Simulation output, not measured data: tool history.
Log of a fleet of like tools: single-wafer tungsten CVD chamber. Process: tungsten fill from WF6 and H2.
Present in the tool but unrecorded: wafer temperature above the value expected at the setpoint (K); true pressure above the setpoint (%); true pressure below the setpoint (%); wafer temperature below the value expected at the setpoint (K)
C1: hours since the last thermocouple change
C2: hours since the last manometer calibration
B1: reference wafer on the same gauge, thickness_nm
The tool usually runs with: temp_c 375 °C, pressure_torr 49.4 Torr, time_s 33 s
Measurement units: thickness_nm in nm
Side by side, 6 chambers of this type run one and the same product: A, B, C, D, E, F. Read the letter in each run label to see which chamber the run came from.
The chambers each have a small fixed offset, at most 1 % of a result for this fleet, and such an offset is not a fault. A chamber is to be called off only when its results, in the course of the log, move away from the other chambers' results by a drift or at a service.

{"run": "1F", "day": 0.138, "temp_c": 375, "pressure_torr": 49.4, "time_s": 33, "C1": 794.7, "C2": 440.5, "B1": 61.748, "thickness_nm": 74.191}
{"run": "2D", "day": 0.358, "temp_c": 375, "pressure_torr": 49.4, "time_s": 33, "C1": 1375.5, "C2": 674.2, "B1": 61.674, "thickness_nm": 73.869}
{"run": "3A", "day": 0.508, "temp_c": 375, "pressure_torr": 49.4, "time_s": 33, "C1": 1108.5, "C2": 604.3, "B1": 61.647, "thickness_nm": 73.661}
{"run": "4E", "day": 0.608, "temp_c": 375, "pressure_torr": 49.4, "time_s": 33, "C1": 793.1, "C2": 847.8, "B1": 61.709, "thickness_nm": 74.062}
{"run": "5C", "day": 0.729, "temp_c": 375, "pressure_torr": 49.4, "time_s": 33, "C1": 1344.4, "C2": 1395.2, "B1": 61.712, "thickness_nm": 74.091}
{"run": "6B", "day": 0.925, "temp_c": 375, "pressure_torr": 49.4, "time_s": 33, "C1": 1073.6, "C2": 24.4, "B1": 61.694, "thickness_nm": 74.311}
{"run": "7B", "day": 1.117, "temp_c": 375, "pressure_torr": 49.4, "time_s": 33, "C1": 1078.2, "C2": 29, "B1": 61.636, "thickness_nm": 74.375}
{"run": "8E", "day": 1.333, "temp_c": 375, "pressure_torr": 57.2, "time_s": 38.6, "C1": 810.5, "C2": 865.2, "B1": 61.656, "thickness_nm": 92.636}
{"run": "9F", "day": 1.438, "temp_c": 375, "pressure_torr": 57.2, "time_s": 38.6, "C1": 825.9, "C2": 471.7, "B1": 61.72, "thickness_nm": 92.918}
{"run": "10A", "day": 1.638, "temp_c": 375, "pressure_torr": 57.2, "time_s": 38.6, "C1": 1135.6, "C2": 631.4, "B1": 61.705, "thickness_nm": 92.837}
{"run": "11D", "day": 1.742, "temp_c": 375, "pressure_torr": 57.2, "time_s": 38.6, "C1": 1408.7, "C2": 707.4, "B1": 61.707, "thickness_nm": 91.99}
{"run": "12C", "day": 1.925, "temp_c": 375, "pressure_torr": 57.2, "time_s": 38.6, "C1": 1373.1, "C2": 1423.9, "B1": 61.708, "thickness_nm": 91.433}
{"run": "13C", "day": 2.108, "temp_c": 375, "pressure_torr": 57.2, "time_s": 38.6, "C1": 1377.5, "C2": 1428.3, "B1": 61.691, "thickness_nm": 90.945}
{"run": "14F", "day": 2.271, "temp_c": 375, "pressure_torr": 49.4, "time_s": 33, "C1": 845.9, "C2": 491.7, "B1": 61.708, "thickness_nm": 74.478}
{"run": "15D", "day": 2.433, "temp_c": 375, "pressure_torr": 49.4, "time_s": 33, "C1": 1425.3, "C2": 724, "B1": 61.732, "thickness_nm": 73.6}
{"run": "16A", "day": 2.638, "temp_c": 375, "pressure_torr": 49.4, "time_s": 33, "C1": 1159.6, "C2": 655.4, "B1": 61.732, "thickness_nm": 74.099}
{"run": "17B", "day": 2.796, "temp_c": 375, "pressure_torr": 49.4, "time_s": 33, "C1": 1118.5, "C2": 69.3, "B1": 61.704, "thickness_nm": 74.48}
{"run": "18E", "day": 2.925, "temp_c": 375, "pressure_torr": 49.4, "time_s": 33, "C1": 848.7, "C2": 903.4, "B1": 61.711, "thickness_nm": 74.422}
{"run": "19B", "day": 3.142, "temp_c": 375, "pressure_torr": 58.3, "time_s": 33, "C1": 1126.8, "C2": 77.6, "B1": 61.714, "thickness_nm": 79.707}
{"run": "20E", "day": 3.254, "temp_c": 375, "pressure_torr": 58.3, "time_s": 33, "C1": 856.6, "C2": 911.3, "B1": 61.705, "thickness_nm": 80.386}
{"run": "21F", "day": 3.458, "temp_c": 375, "pressure_torr": 58.3, "time_s": 33, "C1": 874.4, "C2": 520.2, "B1": 61.686, "thickness_nm": 80.473}
{"run": "22D", "day": 3.604, "temp_c": 375, "pressure_torr": 58.3, "time_s": 33, "C1": 1453.4, "C2": 752.1, "B1": 61.672, "thickness_nm": 79.301}
{"run": "23A", "day": 3.833, "temp_c": 375, "pressure_torr": 58.3, "time_s": 33, "C1": 1188.3, "C2": 684.1, "B1": 61.722, "thickness_nm": 79.57}
{"run": "24C", "day": 3.979, "temp_c": 375, "pressure_torr": 58.3, "time_s": 33, "C1": 1422.4, "C2": 1473.2, "B1": 61.748, "thickness_nm": 76.934}
{"run": "25B", "day": 4.146, "temp_c": 375, "pressure_torr": 49.4, "time_s": 33, "C1": 1150.9, "C2": 101.7, "B1": 61.688, "thickness_nm": 74.337}
{"run": "26A", "day": 4.3, "temp_c": 375, "pressure_torr": 49.4, "time_s": 37.1, "C1": 1199.5, "C2": 695.3, "B1": 61.738, "thickness_nm": 83.497}
{"run": "27D", "day": 4.417, "temp_c": 375, "pressure_torr": 49.4, "time_s": 37.1, "C1": 1472.9, "C2": 771.6, "B1": 61.689, "thickness_nm": 82.852}
{"run": "28E", "day": 4.65, "temp_c": 375, "pressure_torr": 49.4, "time_s": 37.1, "C1": 890.1, "C2": 944.8, "B1": 61.659, "thickness_nm": 83.831}
{"run": "29F", "day": 4.767, "temp_c": 375, "pressure_torr": 49.4, "time_s": 37.1, "C1": 905.8, "C2": 551.6, "B1": 61.682, "thickness_nm": 83.163}
{"run": "30C", "day": 4.942, "temp_c": 375, "pressure_torr": 49.4, "time_s": 37.1, "C1": 1445.5, "C2": 1496.3, "B1": 61.73, "thickness_nm": 79.827}
{"run": "31A", "day": 5.067, "temp_c": 375, "pressure_torr": 49.4, "time_s": 37.1, "C1": 1217.9, "C2": 713.7, "B1": 61.684, "thickness_nm": 83.241}
{"run": "32E", "day": 5.204, "temp_c": 375, "pressure_torr": 49.4, "time_s": 33, "C1": 903.4, "C2": 958.1, "B1": 61.684, "thickness_nm": 74.21}
{"run": "33D", "day": 5.371, "temp_c": 375, "pressure_torr": 49.4, "time_s": 33, "C1": 1495.8, "C2": 794.5, "B1": 61.762, "thickness_nm": 73.584}
{"run": "34B", "day": 5.554, "temp_c": 375, "pressure_torr": 49.4, "time_s": 33, "C1": 1184.7, "C2": 135.5, "B1": 61.723, "thickness_nm": 73.882}
{"run": "35F", "day": 5.775, "temp_c": 375, "pressure_torr": 49.4, "time_s": 33, "C1": 930, "C2": 575.8, "B1": 61.744, "thickness_nm": 74.222}
{"run": "36C", "day": 5.896, "temp_c": 375, "pressure_torr": 49.4, "time_s": 33, "C1": 1468.4, "C2": 1519.2, "B1": 61.646, "thickness_nm": 70.823}
{"run": "37C", "day": 6.017, "temp_c": 386, "pressure_torr": 43.2, "time_s": 33, "C1": 1471.3, "C2": 1522.1, "B1": 61.714, "thickness_nm": 82.903}
{"run": "38D", "day": 6.188, "temp_c": 386, "pressure_torr": 43.2, "time_s": 33, "C1": 1515.4, "C2": 814.1, "B1": 61.721, "thickness_nm": 86.587}
{"run": "39F", "day": 6.417, "temp_c": 386, "pressure_torr": 43.2, "time_s": 33, "C1": 945.4, "C2": 591.2, "B1": 61.655, "thickness_nm": 87.528}

Read the log: is a single chamber off, either drifting away or since a service, is the gauge that measures every chamber drifting, or is nothing wrong beyond small per-chamber offsets? Name any odd chamber and what most likely caused it.

One chamber, C, drifts off from the rest bit by bit.
Cause: wafer temperature below the value expected at the setpoint (K) = 2.22.
From this log alone, it may not be told apart from: true pressure below the setpoint (%).

Below are 4 candidate recipes for chamber C's next run, each the usual settings with a change, their results shown as question marks. Which of them brings C's results back in line with what the other chambers give on the usual settings?
Allowed miss from the other chambers' usual-settings mean, per result, to count as in line: thickness_nm 0.86 nm
{"run": "40C-1", "day": 6.579, "temp_c": 375, "pressure_torr": 49.4, "time_s": 31.2, "thickness_nm": "?"}
{"run": "40C-2", "day": 6.579, "temp_c": 375, "pressure_torr": 52.2, "time_s": 33, "thickness_nm": "?"}
{"run": "40C-3", "day": 6.579, "temp_c": 377, "pressure_torr": 49.4, "time_s": 33.5, "thickness_nm": "?"}
{"run": "40C-4", "day": 6.579, "temp_c": 374, "pressure_torr": 49.4, "time_s": 33, "thickness_nm": "?"}

Other chambers, usual settings, mean: thickness_nm 74.147 nm
run=40C-1 thickness_nm=66.234
run=40C-2 thickness_nm=71.809
run=40C-3 thickness_nm=74.169
run=40C-4 thickness_nm=68.616
It is 40C-3 that realigns the chamber with its peers.
